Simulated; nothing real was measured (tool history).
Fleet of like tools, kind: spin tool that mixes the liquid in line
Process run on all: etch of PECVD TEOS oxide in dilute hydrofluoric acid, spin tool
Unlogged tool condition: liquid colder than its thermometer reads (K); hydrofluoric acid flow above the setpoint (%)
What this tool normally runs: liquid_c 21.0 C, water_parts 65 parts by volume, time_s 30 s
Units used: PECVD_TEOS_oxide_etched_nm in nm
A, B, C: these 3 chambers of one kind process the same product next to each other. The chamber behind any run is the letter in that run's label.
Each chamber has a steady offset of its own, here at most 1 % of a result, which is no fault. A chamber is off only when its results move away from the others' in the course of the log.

run	hour	liquid_c	water_parts	time_s	hours since the thermometer was replaced	hours since the hydrofluoric acid flow meter was replaced	read-back film thickness of the PECVD TEOS oxide reference wafer, read on the same gauge (nm)	PECVD_TEOS_oxide_etched_nm
1B	9.1	21.0	65	30	973.1	674.2	60.012	4.6794
2C	19.1	21.0	65	30	459.4	542.6	59.959	4.7685
# hour 19.5: chamber C: thermometer replaced
3A	27.3	21.0	65	30	160.6	719.5	59.999	4.6495
# hour 29.5: chamber A: hydrofluoric acid flow meter replaced
4A	34.9	21.0	65	30	168.2	5.5	60.005	4.6423
5C	44.7	21.0	65	30	25.2	568.2	60.005	4.7810
6B	55.7	21.0	65	30	1019.7	720.8	59.989	4.6898
7A	63.1	21.0	65	30	196.4	33.7	60.022	4.7141
8C	70.1	21.0	65	30	50.6	593.6	59.977	4.7568
9B	81.2	21.0	65	30	1045.2	746.3	60.046	4.7070
10C	87.1	21.0	65	30	67.6	610.6	59.973	4.7986
11A	93.9	21.0	65	30	227.2	64.5	60.007	4.7629
12B	100.1	21.0	65	30	1064.1	765.2	60.007	4.6414
13A	109.2	21.0	65	30	242.5	79.8	60.017	4.6984
14B	120.2	21.0	65	30	1084.2	785.3	59.986	4.7096
15C	129.3	21.0	65	30	109.8	652.8	59.999	4.7379
16B	139.4	21.0	65	30	1103.4	804.5	60.019	4.6621
17A	150.1	21.0	65	30	283.4	120.7	60.024	4.6828
18C	155.1	21.0	50	45	135.6	678.6	59.987	9.4461
19B	163.1	21.0	50	45	1127.1	828.2	60.009	9.2962
20A	170.0	21.0	50	45	303.3	140.6	59.972	9.2837
21C	180.5	21.0	65	30	161.0	704.0	59.970	4.6817
22B	190.6	21.0	65	30	1154.6	855.7	60.039	4.7651
23A	201.5	18.5	65	50	334.8	172.1	59.970	7.0425
24C	210.0	18.5	65	50	190.5	733.5	60.001	7.0792
25A	219.3	18.5	65	50	352.6	189.9	60.037	7.0395
26B	228.0	24.5	75	30	1192.0	893.1	60.006	4.6718
27C	233.5	24.5	75	30	214.0	757.0	60.028	4.6952
28C	244.0	24.5	75	30	224.5	767.5	60.016	4.6647
29A	250.8	21.0	65	30	384.1	221.4	60.002	4.7093
30B	259.9	21.0	65	30	1223.9	925.0	59.993	4.6865
31C	270.3	21.0	65	30	250.8	793.8	59.988	4.7442
32B	281.0	25.0	65	40	1245.0	946.1	59.990	7.3524
33A	288.7	25.0	65	40	422.0	259.3	59.984	7.3966
34B	295.6	25.0	65	40	1259.6	960.7	60.030	7.4060
35A	303.9	21.0	65	30	437.2	274.5	60.030	4.7292
36C	314.2	21.0	65	30	294.7	837.7	59.998	4.7656
37C	322.5	21.0	65	30	303.0	846.0	59.992	4.7492
38A	332.5	21.0	65	30	465.8	303.1	59.979	4.6514
39B	342.5	21.0	65	30	1306.5	1007.6	60.027	4.6681
40A	348.1	21.0	65	30	481.4	318.7	60.049	4.7240
41C	358.8	21.0	65	30	339.3	882.3	59.999	4.7814
42B	369.3	21.0	65	30	1333.3	1034.4	59.998	4.6355
43C	376.3	21.0	65	30	356.8	899.8	59.987	4.7753
44B	387.3	21.0	65	30	1351.3	1052.4	60.005	4.7223

Is one chamber out of step, is the gauge drifting, or do the chambers differ by no more than their own small offsets? For an off chamber, give its letter and the likeliest cause.

Beyond each chamber's small constant offset nothing stands out, and the gauge stays steady.

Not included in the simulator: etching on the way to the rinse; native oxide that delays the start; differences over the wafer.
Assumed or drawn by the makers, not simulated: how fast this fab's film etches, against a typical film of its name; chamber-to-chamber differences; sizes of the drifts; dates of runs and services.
